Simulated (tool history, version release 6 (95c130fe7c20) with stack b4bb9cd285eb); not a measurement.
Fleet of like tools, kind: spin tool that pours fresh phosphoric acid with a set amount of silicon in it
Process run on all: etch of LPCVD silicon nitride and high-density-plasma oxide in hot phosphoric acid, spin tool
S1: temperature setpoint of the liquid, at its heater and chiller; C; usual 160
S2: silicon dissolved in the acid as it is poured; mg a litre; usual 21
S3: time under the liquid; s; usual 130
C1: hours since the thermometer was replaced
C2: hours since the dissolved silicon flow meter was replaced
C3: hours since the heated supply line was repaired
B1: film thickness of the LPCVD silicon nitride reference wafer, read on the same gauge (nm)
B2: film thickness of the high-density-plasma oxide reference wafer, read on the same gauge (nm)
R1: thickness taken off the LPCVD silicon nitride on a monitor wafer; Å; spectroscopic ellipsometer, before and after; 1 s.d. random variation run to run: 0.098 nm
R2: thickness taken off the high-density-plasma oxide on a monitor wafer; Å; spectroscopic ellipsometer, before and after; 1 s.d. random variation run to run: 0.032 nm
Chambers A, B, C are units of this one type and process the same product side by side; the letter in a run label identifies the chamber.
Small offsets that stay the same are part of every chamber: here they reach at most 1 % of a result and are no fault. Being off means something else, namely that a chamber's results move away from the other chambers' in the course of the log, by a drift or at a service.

run   hour   S1    S2   S3      C1     C2     C3      B1      B2      R1      R2
 1C   10.1  160    21  130  1959.2    393  763.2  30.006   79.99  109.78   5.345
 2A   22.1  160    21  130   253.1  362.4   73.5  30.027  80.014  108.72  4.4902
 3B   31.7  160    21  130  1345.4    415  130.6  29.963  80.022  110.31  4.6527
 4B   43.2  160    21  130  1356.9  426.5  142.1  29.992  79.999  107.42  5.5209
 5C   52.4  160    21  130  2001.5  435.3  805.5   30.05  80.027  109.11  5.4836
 6A     64  160    21  130     295  404.3  115.4  30.013  79.962  107.31  5.3087
 7C   70.3  160  36.5  180  2019.4  453.2  823.4   30.01  79.997  148.91  4.0886
 8A     82  160  36.5  180     313  422.3  133.4  29.998  79.981  151.31  4.2252
 9B   92.8  160  36.5  180  1406.5  476.1  191.7  30.003  80.033  148.93  4.3533
10C  100.1  160    21  130  2049.2    483  853.2  29.982  80.007  106.11  5.1164
11A  109.8  160    21  130   340.8  450.1  161.2  30.028  80.018  108.63  4.7751
12B  121.4  160    21  130  1435.1  504.7  220.3   30.02  79.988     111   5.239
13C  135.1  160    21  130  2084.2    518  888.2  30.008  79.998     106  5.4001
14A  146.2  160    21  130   377.2  486.5  197.6  29.994  80.009  109.15  5.6611
15B  152.2  160    21  130  1465.9  535.5  251.1  29.958  80.032  110.03  4.9365
16A  160.9  160    21  130   391.9  501.2  212.3  30.023  79.964  108.61  4.8851
17B    167  160    21  130  1480.7  550.3  265.9  29.977  80.016   108.7  5.3483
     173.9  -- chamber C: dissolved silicon flow meter replaced
18C  176.7  160    21  130  2125.8    2.8  929.8  29.953  79.981  105.29  4.8772
19A  183.1  160    21  130   414.1  523.4  234.5  29.951  79.993   108.3  5.0679
20B  189.5  160  12.5  130  1503.2  572.8  288.4  30.013  79.963  109.95  7.1799
21C  196.4  160  12.5  130  2145.5   22.5  949.5  30.068  79.965  103.56  6.3889
22C  203.7  160  12.5  130  2152.8   29.8  956.8  30.014  79.977  106.38  5.5294
     210.9  -- chamber A: dissolved silicon flow meter replaced
23A  214.3  160    21  130   445.3    3.5  265.7  29.988  79.998  107.16  5.5995

All chambers now run identical settings, listed one chamber a line with results as question marks. What results will each chamber show?
24A  224.2  157.5  21  130                       ?   ?
24B  224.2  157.5  21  130                       ?   ?
24C  224.2  157.5  21  130                       ?   ?

run      R1      R2
24A  101.19  4.5068
24B  100.88   4.042
24C  94.157  4.2256
